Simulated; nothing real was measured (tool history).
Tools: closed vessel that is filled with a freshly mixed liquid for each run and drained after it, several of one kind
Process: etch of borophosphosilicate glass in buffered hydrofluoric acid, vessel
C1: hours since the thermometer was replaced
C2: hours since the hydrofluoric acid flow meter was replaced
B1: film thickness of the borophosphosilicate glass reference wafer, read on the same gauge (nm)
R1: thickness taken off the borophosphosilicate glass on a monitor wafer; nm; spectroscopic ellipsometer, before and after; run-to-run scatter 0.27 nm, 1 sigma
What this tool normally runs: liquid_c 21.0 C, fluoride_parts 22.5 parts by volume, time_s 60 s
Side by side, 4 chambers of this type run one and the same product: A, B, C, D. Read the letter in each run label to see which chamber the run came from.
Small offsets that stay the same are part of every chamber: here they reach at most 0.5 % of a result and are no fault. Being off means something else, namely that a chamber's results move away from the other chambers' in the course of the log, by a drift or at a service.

{"run": "1A", "hour": 9.9, "liquid_c": 21.0, "fluoride_parts": 22.5, "time_s": 60, "C1": 2394.2, "C2": 120.9, "B1": 69.976, "R1": 56.513}
{"hour": 15.8, "done": "chamber B: hydrofluoric acid flow meter replaced"}
{"run": "2C", "hour": 20.0, "liquid_c": 21.0, "fluoride_parts": 22.5, "time_s": 60, "C1": 2163.4, "C2": 344.1, "B1": 70.0, "R1": 56.447}
{"run": "3D", "hour": 33.2, "liquid_c": 21.0, "fluoride_parts": 22.5, "time_s": 60, "C1": 144.4, "C2": 1266.2, "B1": 69.992, "R1": 56.702}
{"run": "4B", "hour": 45.1, "liquid_c": 21.0, "fluoride_parts": 22.5, "time_s": 60, "C1": 525.0, "C2": 29.3, "B1": 69.935, "R1": 56.349}
{"run": "5C", "hour": 51.9, "liquid_c": 17.0, "fluoride_parts": 14.5, "time_s": 60, "C1": 2195.3, "C2": 376.0, "B1": 70.019, "R1": 66.828}
{"run": "6D", "hour": 64.9, "liquid_c": 17.0, "fluoride_parts": 14.5, "time_s": 60, "C1": 176.1, "C2": 1297.9, "B1": 70.002, "R1": 67.935}
{"run": "7B", "hour": 77.4, "liquid_c": 17.0, "fluoride_parts": 14.5, "time_s": 60, "C1": 557.3, "C2": 61.6, "B1": 69.982, "R1": 67.973}
{"run": "8A", "hour": 89.4, "liquid_c": 17.0, "fluoride_parts": 14.5, "time_s": 60, "C1": 2473.7, "C2": 200.4, "B1": 70.017, "R1": 68.185}
{"run": "9A", "hour": 96.7, "liquid_c": 21.0, "fluoride_parts": 22.5, "time_s": 60, "C1": 2481.0, "C2": 207.7, "B1": 70.002, "R1": 56.979}
{"run": "10C", "hour": 107.7, "liquid_c": 23.0, "fluoride_parts": 22.5, "time_s": 70, "C1": 2251.1, "C2": 431.8, "B1": 69.986, "R1": 74.29}
{"run": "11D", "hour": 120.7, "liquid_c": 23.0, "fluoride_parts": 22.5, "time_s": 70, "C1": 231.9, "C2": 1353.7, "B1": 69.97, "R1": 73.686}
{"run": "12B", "hour": 127.1, "liquid_c": 23.0, "fluoride_parts": 22.5, "time_s": 70, "C1": 607.0, "C2": 111.3, "B1": 70.022, "R1": 74.7}
{"run": "13B", "hour": 136.8, "liquid_c": 23.0, "fluoride_parts": 22.5, "time_s": 70, "C1": 616.7, "C2": 121.0, "B1": 70.017, "R1": 74.333}
{"hour": 141.7, "done": "chamber A: thermometer replaced"}
{"run": "14A", "hour": 144.9, "liquid_c": 21.0, "fluoride_parts": 22.5, "time_s": 60, "C1": 3.2, "C2": 255.9, "B1": 69.988, "R1": 56.995}
{"run": "15C", "hour": 151.7, "liquid_c": 19.5, "fluoride_parts": 22.5, "time_s": 60, "C1": 2295.1, "C2": 475.8, "B1": 69.96, "R1": 51.639}
{"run": "16D", "hour": 159.3, "liquid_c": 19.5, "fluoride_parts": 22.5, "time_s": 60, "C1": 270.5, "C2": 1392.3, "B1": 69.976, "R1": 52.075}
{"run": "17D", "hour": 169.9, "liquid_c": 19.5, "fluoride_parts": 22.5, "time_s": 60, "C1": 281.1, "C2": 1402.9, "B1": 70.011, "R1": 52.049}
{"run": "18B", "hour": 180.6, "liquid_c": 19.5, "fluoride_parts": 22.5, "time_s": 60, "C1": 660.5, "C2": 164.8, "B1": 70.043, "R1": 51.719}
{"run": "19A", "hour": 191.9, "liquid_c": 21.0, "fluoride_parts": 22.5, "time_s": 60, "C1": 50.2, "C2": 302.9, "B1": 69.986, "R1": 56.845}
{"run": "20C", "hour": 203.5, "liquid_c": 21.0, "fluoride_parts": 22.5, "time_s": 60, "C1": 2346.9, "C2": 527.6, "B1": 69.985, "R1": 56.632}
{"run": "21C", "hour": 214.9, "liquid_c": 23.0, "fluoride_parts": 22.5, "time_s": 70, "C1": 2358.3, "C2": 539.0, "B1": 69.99, "R1": 73.708}
{"run": "22A", "hour": 224.6, "liquid_c": 23.0, "fluoride_parts": 22.5, "time_s": 70, "C1": 82.9, "C2": 335.6, "B1": 70.022, "R1": 73.947}
{"run": "23B", "hour": 230.9, "liquid_c": 23.0, "fluoride_parts": 22.5, "time_s": 70, "C1": 710.8, "C2": 215.1, "B1": 70.006, "R1": 71.618}
{"run": "24D", "hour": 241.1, "liquid_c": 23.0, "fluoride_parts": 22.5, "time_s": 70, "C1": 352.3, "C2": 1474.1, "B1": 70.023, "R1": 74.167}
{"run": "25B", "hour": 253.3, "liquid_c": 21.0, "fluoride_parts": 22.5, "time_s": 60, "C1": 733.2, "C2": 237.5, "B1": 70.025, "R1": 55.16}
{"run": "26A", "hour": 265.6, "liquid_c": 21.0, "fluoride_parts": 22.5, "time_s": 60, "C1": 123.9, "C2": 376.6, "B1": 69.974, "R1": 56.669}
{"run": "27D", "hour": 279.2, "liquid_c": 21.0, "fluoride_parts": 22.5, "time_s": 60, "C1": 390.4, "C2": 1512.2, "B1": 69.998, "R1": 57.007}
{"run": "28C", "hour": 287.2, "liquid_c": 21.0, "fluoride_parts": 22.5, "time_s": 60, "C1": 2430.6, "C2": 611.3, "B1": 69.989, "R1": 57.006}
{"run": "29D", "hour": 299.7, "liquid_c": 21.0, "fluoride_parts": 22.5, "time_s": 60, "C1": 410.9, "C2": 1532.7, "B1": 69.955, "R1": 56.638}
{"run": "30B", "hour": 308.2, "liquid_c": 21.0, "fluoride_parts": 22.5, "time_s": 60, "C1": 788.1, "C2": 292.4, "B1": 69.987, "R1": 53.561}
{"run": "31A", "hour": 317.8, "liquid_c": 21.0, "fluoride_parts": 22.5, "time_s": 60, "C1": 176.1, "C2": 428.8, "B1": 70.007, "R1": 56.454}
{"run": "32C", "hour": 329.3, "liquid_c": 17.0, "fluoride_parts": 19.5, "time_s": 60, "C1": 2472.7, "C2": 653.4, "B1": 70.001, "R1": 50.228}
{"run": "33B", "hour": 343.6, "liquid_c": 17.0, "fluoride_parts": 19.5, "time_s": 60, "C1": 823.5, "C2": 327.8, "B1": 69.991, "R1": 47.631}
{"run": "34A", "hour": 357.5, "liquid_c": 17.0, "fluoride_parts": 19.5, "time_s": 60, "C1": 215.8, "C2": 468.5, "B1": 69.994, "R1": 50.694}

Which is it: a chamber that has drifted or been left off by a service, a gauge drift common to all chambers, or only each chamber's usual small offset? If a chamber is off, name it and its likeliest cause.

Little by little, chamber B moves away from the other chambers.
Most likely cause: liquid colder than its thermometer reads (K) = 1.16.
With only this log, it may be confused with: hydrofluoric acid flow below the setpoint (%).

Here are 4 candidates for chamber B's next run, each the usual settings with a change, their results left as question marks. Which one brings its results back in line with what the others give on the usual settings?
In-line tolerance around the mean of the other chambers on the usual settings: R1 0.930 nm
{"run": "35B-1", "hour": 367.7, "liquid_c": 20.5, "fluoride_parts": 22.5, "time_s": 60, "R1": "?"}
{"run": "35B-2", "hour": 367.7, "liquid_c": 21.0, "fluoride_parts": 24.5, "time_s": 60, "R1": "?"}
{"run": "35B-3", "hour": 367.7, "liquid_c": 21.0, "fluoride_parts": 20.5, "time_s": 60, "R1": "?"}
{"run": "35B-4", "hour": 367.7, "liquid_c": 21.5, "fluoride_parts": 22.5, "time_s": 60, "R1": "?"}

Other chambers, usual settings, mean: R1 56.630 nm
run=35B-1 R1=51.513
run=35B-2 R1=49.955
run=35B-3 R1=56.465
run=35B-4 R1=54.461
Change 35B-3 lands the chamber within the allowed miss of the other chambers.
